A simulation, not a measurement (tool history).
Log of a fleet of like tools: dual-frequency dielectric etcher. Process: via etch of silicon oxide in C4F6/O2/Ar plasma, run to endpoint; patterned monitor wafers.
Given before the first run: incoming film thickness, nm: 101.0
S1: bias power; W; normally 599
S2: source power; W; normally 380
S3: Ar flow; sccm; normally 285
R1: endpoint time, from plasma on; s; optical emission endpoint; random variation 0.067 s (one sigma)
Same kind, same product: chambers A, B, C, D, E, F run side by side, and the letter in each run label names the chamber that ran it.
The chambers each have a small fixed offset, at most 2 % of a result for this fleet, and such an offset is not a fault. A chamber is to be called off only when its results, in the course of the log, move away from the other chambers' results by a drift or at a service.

run,day,S1,S2,S3,R1
1A,0.246,599,380,285,20.973
2E,0.617,599,380,285,21.035
3C,0.908,599,380,285,21.164
4B,1.088,599,380,285,21.116
5D,1.417,599,380,285,20.971
6F,1.65,599,380,285,20.7
7A,2.033,599,380,285,21.105
8B,2.342,599,380,285,21.124
9E,2.604,599,380,285,20.937
10F,2.892,599,380,285,20.55
11D,3.229,599,380,285,21.047
12C,3.458,599,380,285,21.149
13A,3.788,599,380,285,21.008
14E,4.008,599,380,285,21.031
15F,4.283,599,380,285,20.716
16C,4.462,599,380,285,21.04
# day 4.683: chamber E: wet clean of the chamber
17D,4.688,599,380,285,21.069
18B,4.917,599,380,285,20.878
19D,5.208,599,380,285,20.882
20A,5.588,599,380,285,21.039
21E,5.962,599,380,285,21.091
22B,6.354,599,380,285,20.858
23F,6.675,599,380,285,20.615
# day 6.804: chamber C: wet clean of the chamber
24C,6.929,599,380,285,21.114
# day 7.158: chamber A: Ar flow controller replaced
25B,7.167,599,380,285,20.834
26E,7.438,599,380,285,21.098
27A,7.721,599,380,285,21.072
28F,8.012,599,380,285,20.752
29C,8.279,599,380,285,20.976
30D,8.554,599,380,285,21.048
31A,8.796,599,380,285,20.99
32C,9.179,599,380,285,21.048
33E,9.371,599,380,285,21.106
34B,9.738,599,420,285,20.002
# day 9.892: chamber F: wet clean of the chamber
35D,9.967,599,420,285,20.16
36F,10.308,599,420,285,19.882
37F,10.55,599,420,285,19.814
38E,10.812,599,420,285,20.281
39C,11.183,599,420,285,20.383
40A,11.358,599,380,285,20.959
41D,11.667,599,380,285,20.975
42B,12.025,599,380,285,20.524

What goes on in this fleet: one chamber off, a drifting gauge, or nothing beyond the chambers' own small offsets? Name the chamber and the cause, if any.

Chamber B drifts away from the others.
What lies behind it: etch rate over this chamber's usual, % = 2.59.

Chamber B could run next with any of the 4 candidate recipes listed below; each alters the usual settings, and their results appear as question marks. Which one brings its results back in line with what the other chambers deliver on the usual settings?
A result is in line if it is within this distance of the other chambers' mean on the usual settings: R1 0.23 s
43B-1,12.304,599,420,285,?
43B-2,12.304,599,360,289,?
43B-3,12.304,539,380,285,?
43B-4,12.304,599,380,238,?

The other chambers' mean on the usual settings: R1 20.949 s
run,R1
43B-1,19.795
43B-2,20.973
43B-3,21.372
43B-4,20.123
43B-2 brings the chamber back in line.

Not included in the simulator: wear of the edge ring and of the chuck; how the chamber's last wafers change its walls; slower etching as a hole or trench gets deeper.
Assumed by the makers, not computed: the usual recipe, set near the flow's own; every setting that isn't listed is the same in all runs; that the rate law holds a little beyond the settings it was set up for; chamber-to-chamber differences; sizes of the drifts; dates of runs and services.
